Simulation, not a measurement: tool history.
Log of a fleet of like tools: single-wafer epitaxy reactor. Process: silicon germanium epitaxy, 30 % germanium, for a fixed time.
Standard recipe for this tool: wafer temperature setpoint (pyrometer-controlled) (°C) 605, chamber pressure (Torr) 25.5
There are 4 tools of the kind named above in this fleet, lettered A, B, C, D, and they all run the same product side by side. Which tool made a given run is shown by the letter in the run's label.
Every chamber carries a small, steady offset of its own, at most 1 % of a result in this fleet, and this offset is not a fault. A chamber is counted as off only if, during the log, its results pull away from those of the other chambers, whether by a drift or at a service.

run    day  wafer temperature setpoint (pyrometer-controlled) (°C)  chamber pressure (Torr)  read-back reference wafer on the same gauge, thickness_nm  mean film thickness on the monitor wafer (Å)
 1B  0.225                                                     605                     25.5                                                     83.891                                        719.75
 2A  0.588                                                     605                     25.5                                                     83.996                                        710.41
 3D  0.796                                                     605                     25.5                                                     83.966                                        709.67
 4C  1.042                                                     605                     25.5                                                     83.967                                        713.47
 5C  1.262                                                     605                     25.5                                                     84.023                                        716.40
 6A  1.508                                                     605                     25.5                                                     84.026                                        708.54
 7D  1.696                                                     605                     25.5                                                     84.030                                        707.46
 8B  2.058                                                     605                     25.5                                                     83.907                                        718.53
 9D  2.467                                                     605                     25.5                                                     84.039                                        701.24
10C  2.817                                                     605                     25.5                                                     83.943                                        714.36
11A  3.104                                                     605                     25.5                                                     83.998                                        713.48
12B  3.338                                                     605                     25.5                                                     84.063                                        722.66
13A  3.662                                                     605                     25.5                                                     84.013                                        718.34
14D  3.933                                                     605                     25.5                                                     83.998                                        709.44
15B  4.258                                                     605                     25.5                                                     83.958                                        727.53
16C  4.667                                                     605                     25.5                                                     83.999                                        713.56
17C  5.092                                                     605                     25.5                                                     84.012                                        714.38
18A  5.471                                                     605                     25.5                                                     83.930                                        712.07
19B  5.667                                                     605                     25.5                                                     83.990                                        736.56
     5.679  -- chamber B: capacitance manometer re-zeroed and calibrated
20D  6.088                                                     610                     29.3                                                     84.089                                        809.14
21D  6.333                                                     610                     29.3                                                     84.031                                        821.75
22A  6.758                                                     610                     29.3                                                     83.994                                        824.05
23B  7.167                                                     610                     29.3                                                     83.979                                        858.57
24C  7.475                                                     605                     25.5                                                     84.040                                        713.72
25B  7.829                                                     605                     25.5                                                     84.047                                        748.27
26A  8.200                                                     605                     25.5                                                     84.090                                        718.10
27C  8.442                                                     605                     25.5                                                     84.043                                        706.63
28D  8.858                                                     605                     25.5                                                     84.111                                        705.18
29B  9.196                                                     605                     25.5                                                     84.036                                        752.86
30A  9.596                                                     605                     25.5                                                     84.007                                        713.69
31D  9.950                                                     605                     25.5                                                     84.009                                        705.97

All chambers now run identical settings, listed one chamber a line with results as question marks. What results will each chamber show?
32A  10.262                                                     610                     25.5                                                                                                        ?
32B  10.262                                                     610                     25.5                                                                                                        ?
32C  10.262                                                     610                     25.5                                                                                                        ?
32D  10.262                                                     610                     25.5                                                                                                        ?

run  mean film thickness on the monitor wafer (Å)
32A                                        773.90
32B                                        833.16
32C                                        778.51
32D                                        764.00

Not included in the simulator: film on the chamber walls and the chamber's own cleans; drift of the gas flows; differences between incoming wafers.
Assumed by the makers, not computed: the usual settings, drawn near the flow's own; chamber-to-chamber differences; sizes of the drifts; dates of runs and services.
